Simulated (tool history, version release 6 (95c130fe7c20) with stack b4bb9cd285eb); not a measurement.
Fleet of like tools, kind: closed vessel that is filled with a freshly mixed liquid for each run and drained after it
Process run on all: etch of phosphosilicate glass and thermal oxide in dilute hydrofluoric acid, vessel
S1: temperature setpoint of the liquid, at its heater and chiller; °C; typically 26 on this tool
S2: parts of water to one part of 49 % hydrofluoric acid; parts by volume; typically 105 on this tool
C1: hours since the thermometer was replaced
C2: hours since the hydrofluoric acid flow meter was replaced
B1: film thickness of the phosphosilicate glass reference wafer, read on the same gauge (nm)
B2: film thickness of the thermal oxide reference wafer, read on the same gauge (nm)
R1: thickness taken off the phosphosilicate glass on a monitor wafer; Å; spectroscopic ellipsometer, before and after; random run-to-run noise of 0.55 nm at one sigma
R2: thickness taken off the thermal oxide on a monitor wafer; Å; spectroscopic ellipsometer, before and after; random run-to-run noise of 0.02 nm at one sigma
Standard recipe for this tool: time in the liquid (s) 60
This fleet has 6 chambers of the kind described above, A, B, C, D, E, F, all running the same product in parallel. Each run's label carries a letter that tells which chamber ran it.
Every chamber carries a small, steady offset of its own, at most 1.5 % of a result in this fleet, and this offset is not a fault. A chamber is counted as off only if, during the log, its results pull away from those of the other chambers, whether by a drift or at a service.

Run 1B, day 0.225: usual settings; C1 354.1; C2 16.9; B1 130.01; B2 110.02. Result: R1 1189.7 Å, R2 28.956 Å.
Run 2E, day 0.404: usual settings; C1 469.4; C2 1678.8; B1 130; B2 109.99. Result: R1 1181.3 Å, R2 28.665 Å.
Run 3A, day 0.567: usual settings; C1 165.7; C2 857.3; B1 130.01; B2 110.01. Result: R1 1177.9 Å, R2 28.921 Å.
Run 4F, day 0.8: usual settings; C1 1766.5; C2 43; B1 129.99; B2 109.99. Result: R1 1182.1 Å, R2 29.036 Å.
Run 5D, day 0.954: usual settings but S1 23 °C, S2 135 parts by volume; C1 923.4; C2 289.3; B1 130.01; B2 110. Result: R1 788.08 Å, R2 19.346 Å.
Run 6C, day 1.146: usual settings but S1 23 °C, S2 135 parts by volume; C1 853.2; C2 1169.4; B1 130.02; B2 109.98. Result: R1 785.63 Å, R2 19.346 Å.
Run 7D, day 1.371: usual settings but S1 23 °C, S2 135 parts by volume; C1 933.4; C2 299.3; B1 129.98; B2 109.98. Result: R1 790.67 Å, R2 19.143 Å.
Run 8E, day 1.642: usual settings but S1 23 °C, S2 135 parts by volume; C1 499.1; C2 1708.5; B1 130.01; B2 110.01. Result: R1 788.89 Å, R2 19.039 Å.
Run 9A, day 1.862: usual settings but S1 23 °C, S2 135 parts by volume; C1 196.8; C2 888.4; B1 130; B2 110. Result: R1 785.33 Å, R2 19.278 Å.
Run 10F, day 2.112: usual settings but S1 23 °C, S2 135 parts by volume; C1 1798; C2 74.5; B1 130.01; B2 110.03. Result: R1 779.12 Å, R2 19.033 Å.
Run 11B, day 2.333: usual settings; C1 404.7; C2 67.5; B1 129.99; B2 110.02. Result: R1 1194.6 Å, R2 28.713 Å.
Run 12C, day 2.483: usual settings but time in the liquid (s) 40; C1 885.3; C2 1201.5; B1 130; B2 110.03. Result: R1 781.52 Å, R2 19.115 Å.
Run 13B, day 2.738: usual settings but time in the liquid (s) 40; C1 414.4; C2 77.2; B1 130.02; B2 109.99. Result: R1 786.85 Å, R2 19.348 Å.
Run 14A, day 2.892: usual settings but time in the liquid (s) 40; C1 221.5; C2 913.1; B1 129.98; B2 110. Result: R1 780.94 Å, R2 19.304 Å.
Run 15D, day 3.083: usual settings but time in the liquid (s) 40; C1 974.5; C2 340.4; B1 130.01; B2 109.97. Result: R1 792.54 Å, R2 19.412 Å.
Run 16F, day 3.254: usual settings but time in the liquid (s) 40; C1 1825.4; C2 101.9; B1 130.01; B2 109.99. Result: R1 786.35 Å, R2 19.224 Å.
Run 17C, day 3.408: usual settings but time in the liquid (s) 40; C1 907.5; C2 1223.7; B1 129.98; B2 109.99. Result: R1 783.38 Å, R2 19.409 Å.
Run 18E, day 3.671: usual settings but S2 85 parts by volume, time in the liquid (s) 70; C1 547.8; C2 1757.2; B1 130; B2 109.99. Result: R1 1747.6 Å, R2 42.115 Å.
Run 19D, day 3.862: usual settings but S2 85 parts by volume, time in the liquid (s) 70; C1 993.2; C2 359.1; B1 130; B2 110.01. Result: R1 1770 Å, R2 43.078 Å.
Run 20A, day 4.112: usual settings but S2 85 parts by volume, time in the liquid (s) 70; C1 250.8; C2 942.4; B1 130; B2 109.97. Result: R1 1737 Å, R2 42.94 Å.
Run 21E, day 4.338: usual settings but S2 85 parts by volume, time in the liquid (s) 70; C1 563.8; C2 1773.2; B1 129.99; B2 110.01. Result: R1 1754.3 Å, R2 41.917 Å.
Run 22C, day 4.55: usual settings but S2 85 parts by volume, time in the liquid (s) 70; C1 934.9; C2 1251.1; B1 130; B2 109.99. Result: R1 1737.6 Å, R2 43.175 Å.
Run 23B, day 4.738: usual settings but S2 85 parts by volume, time in the liquid (s) 70; C1 462.4; C2 125.2; B1 130.01; B2 109.99. Result: R1 1751.6 Å, R2 42.716 Å.
Run 24F, day 4.917: usual settings but S2 145 parts by volume, time in the liquid (s) 45; C1 1865.3; C2 141.8; B1 129.98; B2 109.97. Result: R1 610.27 Å, R2 14.629 Å.
Run 25A, day 5.117: usual settings but S2 145 parts by volume, time in the liquid (s) 45; C1 274.9; C2 966.5; B1 129.96; B2 110.05. Result: R1 603.71 Å, R2 15.028 Å.
Run 26E, day 5.275: usual settings but S2 145 parts by volume, time in the liquid (s) 45; C1 586.3; C2 1795.7; B1 130.03; B2 109.99. Result: R1 611.31 Å, R2 14.787 Å.
Run 27C, day 5.454: usual settings but S2 145 parts by volume, time in the liquid (s) 45; C1 956.6; C2 1272.8; B1 130.01; B2 109.99. Result: R1 606.67 Å, R2 15.118 Å.
Run 28B, day 5.654: usual settings but S2 145 parts by volume, time in the liquid (s) 45; C1 484.4; C2 147.2; B1 129.99; B2 110.01. Result: R1 617.51 Å, R2 14.838 Å.
Run 29F, day 5.912: usual settings but S2 145 parts by volume, time in the liquid (s) 45; C1 1889.2; C2 165.7; B1 129.99; B2 109.99. Result: R1 607.46 Å, R2 14.622 Å.
Run 30D, day 6.096: usual settings; C1 1046.8; C2 412.7; B1 129.98; B2 110.01. Result: R1 1187.2 Å, R2 28.805 Å.
Run 31C, day 6.221: usual settings; C1 975; C2 1291.2; B1 130; B2 109.97. Result: R1 1174.5 Å, R2 28.95 Å.
Run 32E, day 6.475: usual settings; C1 615.1; C2 1824.5; B1 129.99; B2 110. Result: R1 1194.1 Å, R2 28.197 Å.
Run 33F, day 6.704: usual settings; C1 1908.2; C2 184.7; B1 129.99; B2 110.02. Result: R1 1179.3 Å, R2 28.667 Å.
Run 34D, day 6.888: usual settings; C1 1065.8; C2 431.7; B1 130.01; B2 109.98. Result: R1 1186.1 Å, R2 28.859 Å.
Run 35A, day 7.108: usual settings; C1 322.7; C2 1014.3; B1 129.99; B2 109.96. Result: R1 1176.6 Å, R2 28.767 Å.
Run 36B, day 7.371: usual settings but S1 24 °C, S2 65 parts by volume; C1 525.6; C2 188.4; B1 129.99; B2 110.01. Result: R1 1853.9 Å, R2 45.032 Å.
Run 37A, day 7.567: usual settings but S1 24 °C, S2 65 parts by volume; C1 333.7; C2 1025.3; B1 130.02; B2 110.02. Result: R1 1863.8 Å, R2 45.49 Å.
Run 38B, day 7.721: usual settings but S1 24 °C, S2 65 parts by volume; C1 534; C2 196.8; B1 130.01; B2 110. Result: R1 1859.4 Å, R2 45.34 Å.
Run 39F, day 7.85: usual settings but S1 24 °C, S2 65 parts by volume; C1 1935.7; C2 212.2; B1 130; B2 110. Result: R1 1877.4 Å, R2 45.244 Å.

All chambers now run identical settings, listed one chamber a line with results as question marks. What results will each chamber show?
Run 40A, day 8.042: usual settings. Result: R1 ?, R2 ?.
Run 40B, day 8.042: usual settings. Result: R1 ?, R2 ?.
Run 40C, day 8.042: usual settings. Result: R1 ?, R2 ?.
Run 40D, day 8.042: usual settings. Result: R1 ?, R2 ?.
Run 40E, day 8.042: usual settings. Result: R1 ?, R2 ?.
Run 40F, day 8.042: usual settings. Result: R1 ?, R2 ?.

run      R1      R2
40A    1172  29.221
40B  1185.2  28.774
40C  1184.4  29.073
40D  1190.6  28.766
40E  1174.2  28.434
40F  1183.5  28.854

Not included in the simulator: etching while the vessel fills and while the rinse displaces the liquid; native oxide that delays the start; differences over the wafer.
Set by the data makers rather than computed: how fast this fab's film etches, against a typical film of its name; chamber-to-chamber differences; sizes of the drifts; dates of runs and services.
